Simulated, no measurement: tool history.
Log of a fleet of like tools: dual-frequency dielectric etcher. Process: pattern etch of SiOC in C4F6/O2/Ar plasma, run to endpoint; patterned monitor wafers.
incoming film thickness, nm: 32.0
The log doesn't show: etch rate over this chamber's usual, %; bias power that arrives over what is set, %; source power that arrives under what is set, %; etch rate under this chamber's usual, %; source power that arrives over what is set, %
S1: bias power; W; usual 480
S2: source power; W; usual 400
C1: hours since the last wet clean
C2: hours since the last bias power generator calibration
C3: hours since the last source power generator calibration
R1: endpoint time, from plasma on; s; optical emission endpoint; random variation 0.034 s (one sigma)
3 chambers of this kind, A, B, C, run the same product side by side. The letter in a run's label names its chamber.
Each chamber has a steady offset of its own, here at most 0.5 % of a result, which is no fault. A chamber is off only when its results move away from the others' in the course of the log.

run,day,S1,S2,C1,C2,C3,R1
1B,0.375,480,400,290.6,195.2,841.3,10.924
2C,0.971,480,400,310,593.5,1387.6,10.933
3A,1.496,480,400,120.1,1049,2974.4,10.907
4B,2.092,480,400,331.8,236.4,882.5,10.946
5A,2.712,480,440,149.3,1078.2,3003.6,10.516
6C,3.138,480,440,362,645.5,1439.6,10.557
7C,3.458,480,440,369.7,653.2,1447.3,10.494
8B,3.962,480,400,376.7,281.3,927.4,10.92
9A,4.288,480,400,187.1,1116,3041.4,10.963
10B,4.725,372,430,395,299.6,945.7,11.72
11C,5.312,372,430,414.2,697.7,1491.8,11.695
12A,5.746,372,430,222.1,1151,3076.4,11.664
13C,6.346,480,400,439,722.5,1516.6,11.033
14A,6.929,480,400,250.5,1179.4,3104.8,10.877
15B,7.538,480,400,462.5,367.1,1013.2,10.907
16A,8.046,480,400,277.3,1206.2,3131.6,10.93
17B,8.671,480,400,489.7,394.3,1040.4,10.966
# day 9: chamber B: wet clean of the chamber
18C,9.279,480,400,509.4,792.9,1587,11.216
19A,9.917,480,400,322.2,1251.1,3176.5,10.947
20B,10.283,480,400,30.9,433,1079.1,10.926
21C,10.754,480,400,544.8,828.3,1622.4,11.235
22B,11.075,480,400,49.9,452,1098.1,10.913
23C,11.379,480,400,559.8,843.3,1637.4,11.203

Is one chamber off against the others, does the gauge drift, or is nothing wrong? If a chamber is off, say which, and what the likeliest cause is.

Chamber C drifts away from the others.
Cause: etch rate under this chamber's usual, % = 3.03.

Here are 4 candidates for chamber C's next run, each the usual settings with a change, their results left as question marks. Which one brings its results back in line with what the others give on the usual settings?
In line means no further than this from the other chambers' mean on the usual settings: R1 0.12 s
24C-1,11.838,487,410,,,,?
24C-2,11.838,500,420,,,,?
24C-3,11.838,440,400,,,,?
24C-4,11.838,473,390,,,,?

The other chambers' mean on the usual settings: R1 10.938 s
run,R1
24C-1,11.12
24C-2,10.916
24C-3,11.642
24C-4,11.446
24C-2 brings the chamber back in line.
